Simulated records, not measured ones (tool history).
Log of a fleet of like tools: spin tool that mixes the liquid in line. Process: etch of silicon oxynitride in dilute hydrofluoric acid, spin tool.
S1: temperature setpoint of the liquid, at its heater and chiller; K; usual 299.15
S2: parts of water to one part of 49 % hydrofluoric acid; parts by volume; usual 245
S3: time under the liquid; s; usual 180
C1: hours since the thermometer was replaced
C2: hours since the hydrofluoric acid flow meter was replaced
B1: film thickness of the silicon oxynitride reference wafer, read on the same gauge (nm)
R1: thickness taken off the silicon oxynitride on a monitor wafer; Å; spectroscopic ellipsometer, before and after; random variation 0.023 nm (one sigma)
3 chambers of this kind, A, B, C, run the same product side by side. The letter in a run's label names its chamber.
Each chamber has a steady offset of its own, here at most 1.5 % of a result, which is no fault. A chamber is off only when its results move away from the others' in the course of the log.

run	day	S1	S2	S3	C1	C2	B1	R1
1A	0.571	299.15	245	180	500.1	634.5	69.993	31.624
2C	1.208	299.15	245	180	349.3	839.8	70.025	31.833
3B	1.500	299.15	245	180	875.7	395.8	70.007	31.379
4B	1.888	299.15	245	180	885.0	405.1	70.006	31.166
5A	2.458	299.15	245	180	545.4	679.8	70.040	31.987
6C	2.888	299.15	185	180	389.6	880.1	70.022	44.410
7C	3.288	299.15	185	180	399.2	889.7	69.986	44.709
8A	3.667	299.15	185	180	574.4	708.8	69.988	44.799
9B	4.100	299.15	245	180	938.1	458.2	69.993	31.430
10C	4.575	299.15	245	180	430.1	920.6	69.994	32.970
11B	4.962	299.15	245	180	958.8	478.9	70.012	31.341
12A	5.492	300.65	245	120	618.2	752.6	70.012	22.692
13C	5.912	300.65	245	120	462.2	952.7	70.012	23.192
# day 6.108: chamber B: hydrofluoric acid flow meter replaced
14B	6.417	300.65	245	120	993.7	7.5	69.986	22.560
15A	6.825	296.15	145	180	650.2	784.6	69.991	50.970
16A	7.342	296.15	145	180	662.6	797.0	70.010	51.527
17B	7.721	296.15	145	180	1025.0	38.8	69.997	50.075
18C	8.058	299.15	245	180	513.7	1004.2	69.984	33.436
19C	8.675	299.15	245	180	528.5	1019.0	69.973	34.130
20B	9.258	299.15	245	180	1061.9	75.7	69.984	31.546
21A	9.588	299.15	245	180	716.5	850.9	70.009	31.898
22B	10.071	299.15	245	180	1081.4	95.2	69.996	31.661
23A	10.692	301.15	245	180	743.0	877.4	69.971	34.472
24C	11.183	301.15	245	180	588.7	1079.2	69.976	37.354
25A	11.800	301.15	245	180	769.6	904.0	69.956	34.838
26B	12.342	299.15	190	180	1135.9	149.7	69.990	42.686
27C	12.917	299.15	190	180	630.3	1120.8	70.013	46.587
28B	13.412	299.15	190	180	1161.6	175.4	70.004	42.372
29A	13.912	299.15	245	180	820.3	954.7	70.000	31.883
30C	14.479	299.15	245	180	667.8	1158.3	69.981	35.041
31C	14.971	299.15	245	180	679.6	1170.1	70.003	34.702
32A	15.296	299.15	245	180	853.5	987.9	70.004	31.529
33B	15.875	299.15	245	180	1220.7	234.5	70.019	31.664

Next, every chamber runs the same settings. What will each give?
34A	16.333	299.15	245	180				?
34B	16.333	299.15	245	180				?
34C	16.333	299.15	245	180				?

run	R1
34A	32.007
34B	31.453
34C	34.714

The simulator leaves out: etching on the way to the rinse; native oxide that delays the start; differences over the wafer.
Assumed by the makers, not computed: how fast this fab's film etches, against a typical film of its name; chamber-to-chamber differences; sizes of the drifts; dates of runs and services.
